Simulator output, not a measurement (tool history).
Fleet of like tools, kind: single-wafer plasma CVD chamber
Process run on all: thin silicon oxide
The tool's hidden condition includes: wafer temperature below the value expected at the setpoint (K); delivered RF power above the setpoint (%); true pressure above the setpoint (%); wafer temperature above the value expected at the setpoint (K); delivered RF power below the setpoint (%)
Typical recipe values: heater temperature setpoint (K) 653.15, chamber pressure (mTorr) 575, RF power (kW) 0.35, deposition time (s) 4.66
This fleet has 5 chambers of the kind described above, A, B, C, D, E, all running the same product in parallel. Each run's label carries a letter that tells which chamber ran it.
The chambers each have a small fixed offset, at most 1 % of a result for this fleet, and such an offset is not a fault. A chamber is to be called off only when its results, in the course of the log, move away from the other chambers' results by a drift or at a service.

run   hour  heater temperature setpoint (K)  chamber pressure (mTorr)  RF power (kW)  deposition time (s)  hours since the last thermocouple change  hours since the last RF generator calibration  hours since the last manometer calibration  read-back reference wafer on the same gauge, thickness_nm  mean film thickness on the monitor wafer (nm)
 1D    6.5                           653.15                       575           0.35                 4.66                                     840.7                                          224.7                                      2228.1                                                     6.1566                                         6.5586
 2E   15.7                           653.15                       575           0.35                 4.66                                     797.2                                          288.2                                      1201.6                                                     6.1488                                         6.4802
 3C   26.7                           653.15                       575           0.35                 4.66                                     989.5                                          159.8                                      1219.8                                                     6.1491                                         6.5473
 4B   33.5                           653.15                       575           0.35                 4.66                                      62.6                                          342.7                                      1120.1                                                     6.1513                                         6.5471
 5A   41.4                           653.15                       575           0.32                 4.66                                      85.2                                          127.1                                      1987.2                                                     6.1513                                         6.3471
 6C     48                           653.15                       575           0.32                 4.66                                    1010.8                                          181.1                                      1241.1                                                     6.1499                                         6.2943
 7A   60.8                           653.15                       575           0.32                 4.66                                     104.6                                          146.5                                      2006.6                                                      6.154                                          6.371
 8E   72.4                           653.15                       575           0.32                 4.66                                     853.9                                          344.9                                      1258.3                                                     6.1537                                         6.2507
 9B     84                           653.15                       575           0.32                 4.66                                     113.1                                          393.2                                      1170.6                                                     6.1536                                         6.2949
10D     98                           653.15                       575           0.35                 4.66                                     932.2                                          316.2                                      2319.6                                                     6.1481                                         6.5766
11D  105.9                           653.15                       575           0.35                 4.66                                     940.1                                          324.1                                      2327.5                                                     6.1498                                         6.5347
     108.9  -- chamber E: capacitance manometer re-zeroed and calibrated
12C    112                           653.15                       575           0.35                 4.66                                    1074.8                                          245.1                                      1305.1                                                     6.1472                                         6.5566
13A  125.4                           653.15                       575           0.35                 4.66                                     169.2                                          211.1                                      2071.2                                                     6.1482                                         6.5966
     126.5  -- chamber E: thermocouple changed; heater temperature recalibrated
14E  135.7                           653.15                       575           0.35                 4.66                                       9.3                                          408.2                                        26.8                                                     6.1453                                         6.4846
15B    144                           658.15                       455           0.35                 4.66                                     173.1                                          453.2                                      1230.6                                                     6.1452                                         4.9652
16A  157.4                           658.15                       455           0.35                 4.66                                     201.2                                          243.1                                      2103.2                                                     6.1505                                          5.021
17D  169.5                           658.15                       455           0.35                 4.66                                    1003.7                                          387.7                                      2391.1                                                     6.1471                                         5.0204
18C  176.9                           658.15                       455           0.35                 4.66                                    1139.7                                            310                                        1370                                                     6.1493                                          4.997
19B  186.8                           658.15                       455           0.35                 4.66                                     215.9                                            496                                      1273.4                                                     6.1473                                         4.9965
     191.9  -- chamber D: capacitance manometer re-zeroed and calibrated
20E  199.7                           653.15                       575           0.35                 4.66                                      73.3                                          472.2                                        90.8                                                     6.1468                                         6.4899
21D  209.5                           653.15                       575           0.35                 4.66                                    1043.7                                          427.7                                        17.7                                                     6.1541                                         6.7941
22C  220.6                           653.15                       575           0.35                 4.66                                    1183.4                                          353.7                                      1413.7                                                     6.1547                                          6.491
23A  233.6                           653.15                       575           0.35                 4.66                                     277.4                                          319.3                                      2179.4                                                     6.1503                                         6.5723
24E  245.7                           653.15                       575           0.35                 4.66                                     119.3                                          518.2                                       136.8                                                     6.1499                                         6.5077
25B  256.5                           653.15                       575           0.35                 4.66                                     285.6                                          565.7                                      1343.1                                                     6.1564                                         6.4941
26C  267.7                           653.15                       575           0.35                 4.66                                    1230.5                                          400.8                                      1460.8                                                      6.154                                         6.5462
27B  278.7                           653.15                       575           0.35                 4.66                                     307.8                                          587.9                                      1365.3                                                     6.1503                                         6.5351
28D  289.7                           641.15                       575           0.35                 4.66                                    1123.9                                          507.9                                        97.9                                                      6.148                                         6.8066
29E  302.8                           641.15                       575           0.35                 4.66                                     176.4                                          575.3                                       193.9                                                     6.1458                                         6.5788
30A    309                           641.15                       575           0.35                 4.66                                     352.8                                          394.7                                      2254.8                                                     6.1474                                         6.6433
31E  320.2                           641.15                       575           0.35                 4.66                                     193.8                                          592.7                                       211.3                                                     6.1495                                         6.5488

Read the log: is a single chamber off, either drifting away or since a service, is the gauge that measures every chamber drifting, or is nothing wrong beyond small per-chamber offsets? Name any odd chamber and what most likely caused it.

The work done on chamber D during a service left it standing apart from the others.
Cause: true pressure above the setpoint (%) = 3.12.

Which of the 4 candidates below, each the usual settings with something changed and its results left as question marks, puts chamber D back in line with what the other chambers give on the usual settings?
In line here means within this much of the mean the other chambers give on the usual settings: mean film thickness on the monitor wafer (nm) 0.065
32D-1  330.3                           653.15                       569           0.35                 4.63                                                                                                                                                                                                                                              ?
32D-2  330.3                           653.15                       585           0.35                 4.66                                                                                                                                                                                                                                              ?
32D-3  330.3                           653.15                       587           0.35                 4.72                                                                                                                                                                                                                                              ?
32D-4  330.3                           653.15                       556           0.35                 4.66                                                                                                                                                                                                                                              ?

Usual-settings mean across the other chambers: mean film thickness on the monitor wafer (nm) 6.5316
  run  mean film thickness on the monitor wafer (nm)
32D-1                                         6.6579
32D-2                                         6.9068
32D-3                                         7.0217
32D-4                                         6.5324
32D-4 puts the chamber back in line with the other chambers.
